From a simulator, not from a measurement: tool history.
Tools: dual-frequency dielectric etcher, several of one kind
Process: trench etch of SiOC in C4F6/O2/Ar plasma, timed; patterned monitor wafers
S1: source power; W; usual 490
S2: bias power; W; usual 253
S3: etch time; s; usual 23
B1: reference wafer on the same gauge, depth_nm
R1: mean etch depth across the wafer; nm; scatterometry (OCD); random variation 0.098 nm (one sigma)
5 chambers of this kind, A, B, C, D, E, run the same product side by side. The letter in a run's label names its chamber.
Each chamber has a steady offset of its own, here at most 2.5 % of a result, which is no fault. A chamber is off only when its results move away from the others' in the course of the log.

run	day	S1	S2	S3	B1	R1
1C	0.521	490	253	23	66.381	58.025
2D	1.025	490	253	23	66.371	58.055
3E	1.5	490	253	23	66.39	57.872
4A	1.854	490	253	23	66.341	56.553
5B	2.438	490	253	23	66.35	57.839
6B	2.975	490	253	23	66.328	57.706
7C	3.333	490	253	23	66.314	58.027
8A	3.917	490	253	23	66.299	56.368
9D	4.379	490	253	23	66.283	57.927
10E	4.975	490	253	23	66.241	57.868
11A	5.25	490	253	23	66.278	56.501
12C	5.667	490	253	23	66.227	57.916
13D	6.15	400	275	23	66.219	55.165
14B	6.588	400	275	23	66.22	54.959
15E	7.021	400	275	23	66.183	55.081
16D	7.542	400	275	23	66.213	55.011
17B	7.958	400	275	23	66.204	54.854
18C	8.429	600	253	19.5	66.16	52.978
19E	8.846	600	253	19.5	66.157	53.16
20A	9.225	600	253	19.5	66.155	51.641
# day 9.262: chamber C: source power generator calibrated
21D	9.654	600	253	19.5	66.143	52.847
22C	9.954	600	253	19.5	66.121	52.874
23E	10.379	570	207	23	66.104	57.519
24A	10.821	570	207	23	66.074	55.696
25B	11.354	570	207	23	66.069	57.304
# day 11.725: chamber E: wet clean of the chamber
26A	11.833	570	207	23	66.077	55.746
27C	12.308	570	207	23	66.059	57.473
28E	12.708	490	253	23	66.042	57.631
29D	13.017	490	253	23	66.038	57.753
30B	13.4	490	253	23	66.041	57.494
# day 13.638: chamber C: bias power generator calibrated
31E	13.867	490	253	23	65.992	57.611
32A	14.288	550	313	23	65.993	63.086
33B	14.808	550	313	23	65.988	64.411
# day 14.979: chamber D: wet clean of the chamber
34C	15.192	550	313	23	65.956	64.58
35D	15.542	550	313	23	65.968	64.825
36D	16.058	550	313	23	65.958	64.626

All 5 chambers run these settings next. Forecast each chamber's results:
37A	16.488	490	253	23		?
37B	16.488	490	253	23		?
37C	16.488	490	253	23		?
37D	16.488	490	253	23		?
37E	16.488	490	253	23		?

run	R1
37A	55.936
37B	57.41
37C	57.577
37D	57.712
37E	57.401
